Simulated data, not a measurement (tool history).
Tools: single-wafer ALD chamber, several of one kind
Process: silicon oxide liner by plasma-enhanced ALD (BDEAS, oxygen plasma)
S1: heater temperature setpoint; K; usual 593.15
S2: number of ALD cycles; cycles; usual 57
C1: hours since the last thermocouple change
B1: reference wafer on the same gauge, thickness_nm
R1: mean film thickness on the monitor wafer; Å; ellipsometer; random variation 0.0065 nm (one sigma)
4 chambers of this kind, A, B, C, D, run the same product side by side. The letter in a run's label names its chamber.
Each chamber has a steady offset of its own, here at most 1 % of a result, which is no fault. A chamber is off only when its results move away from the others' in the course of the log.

run 1C hour=6.7 | S1=593.15 S2=57 | C1=964.3 | B1=5.1011 | R1=51.498
run 2D hour=12.7 | S1=593.15 S2=57 | C1=346.6 | B1=5.104 | R1=51.737
run 3B hour=19.4 | S1=593.15 S2=57 | C1=2431.5 | B1=5.1026 | R1=51.431
-- hour=21.4 chamber C: thermocouple changed; heater temperature recalibrated
run 4A hour=23.3 | S1=593.15 S2=57 | C1=1109.8 | B1=5.1032 | R1=51.094
run 5A hour=26.5 | S1=593.15 S2=57 | C1=1113 | B1=5.1037 | R1=51.034
run 6B hour=32.3 | S1=603.15 S2=57 | C1=2444.4 | B1=5.1043 | R1=50.719
run 7D hour=38.6 | S1=603.15 S2=57 | C1=372.5 | B1=5.1051 | R1=51.14
run 8C hour=44.5 | S1=603.15 S2=57 | C1=23.2 | B1=5.1062 | R1=50.84
run 9B hour=47.6 | S1=603.15 S2=57 | C1=2459.7 | B1=5.1063 | R1=50.667
run 10A hour=52.7 | S1=593.15 S2=57 | C1=1139.2 | B1=5.109 | R1=51.201
run 11D hour=57.3 | S1=593.15 S2=57 | C1=391.2 | B1=5.1095 | R1=51.85
run 12C hour=61.6 | S1=593.15 S2=57 | C1=40.3 | B1=5.1112 | R1=51.648
run 13B hour=67.4 | S1=593.15 S2=57 | C1=2479.5 | B1=5.1105 | R1=51.469
run 14A hour=71.4 | S1=593.15 S2=57 | C1=1157.9 | B1=5.1113 | R1=51.306
run 15D hour=76.2 | S1=583.15 S2=67 | C1=410.1 | B1=5.1107 | R1=61.781
run 16C hour=83 | S1=583.15 S2=67 | C1=61.7 | B1=5.1134 | R1=61.509
run 17A hour=88.8 | S1=583.15 S2=67 | C1=1175.3 | B1=5.1157 | R1=60.976
run 18C hour=94.6 | S1=583.15 S2=67 | C1=73.3 | B1=5.1159 | R1=61.598
run 19B hour=99.5 | S1=593.15 S2=57 | C1=2511.6 | B1=5.1169 | R1=51.553
run 20D hour=103.2 | S1=593.15 S2=57 | C1=437.1 | B1=5.1159 | R1=51.796
run 21C hour=109 | S1=580.15 S2=57 | C1=87.7 | B1=5.1166 | R1=52.544
run 22A hour=114.1 | S1=580.15 S2=57 | C1=1200.6 | B1=5.1196 | R1=52.224
run 23B hour=120.4 | S1=580.15 S2=57 | C1=2532.5 | B1=5.1176 | R1=52.551
run 24D hour=124.1 | S1=580.15 S2=57 | C1=458 | B1=5.1195 | R1=52.832
run 25A hour=130.9 | S1=593.15 S2=57 | C1=1217.4 | B1=5.1211 | R1=51.236
run 26B hour=137.7 | S1=593.15 S2=57 | C1=2549.8 | B1=5.1213 | R1=51.549
run 27C hour=142.3 | S1=593.15 S2=57 | C1=121 | B1=5.1222 | R1=51.782
run 28D hour=148.4 | S1=598.15 S2=47 | C1=482.3 | B1=5.1222 | R1=42.584
run 29B hour=154.1 | S1=598.15 S2=47 | C1=2566.2 | B1=5.1219 | R1=42.267
run 30A hour=158.6 | S1=598.15 S2=47 | C1=1245.1 | B1=5.1249 | R1=41.984
run 31C hour=164.9 | S1=598.15 S2=47 | C1=143.6 | B1=5.1236 | R1=42.371

All 4 chambers run these settings next. Forecast each chamber's results:
run 32A hour=169.9 | S1=593.15 S2=65 | R1=?
run 32B hour=169.9 | S1=593.15 S2=65 | R1=?
run 32C hour=169.9 | S1=593.15 S2=65 | R1=?
run 32D hour=169.9 | S1=593.15 S2=65 | R1=?

run=32A R1=58.519
run=32B R1=58.818
run=32C R1=58.883
run=32D R1=59.375
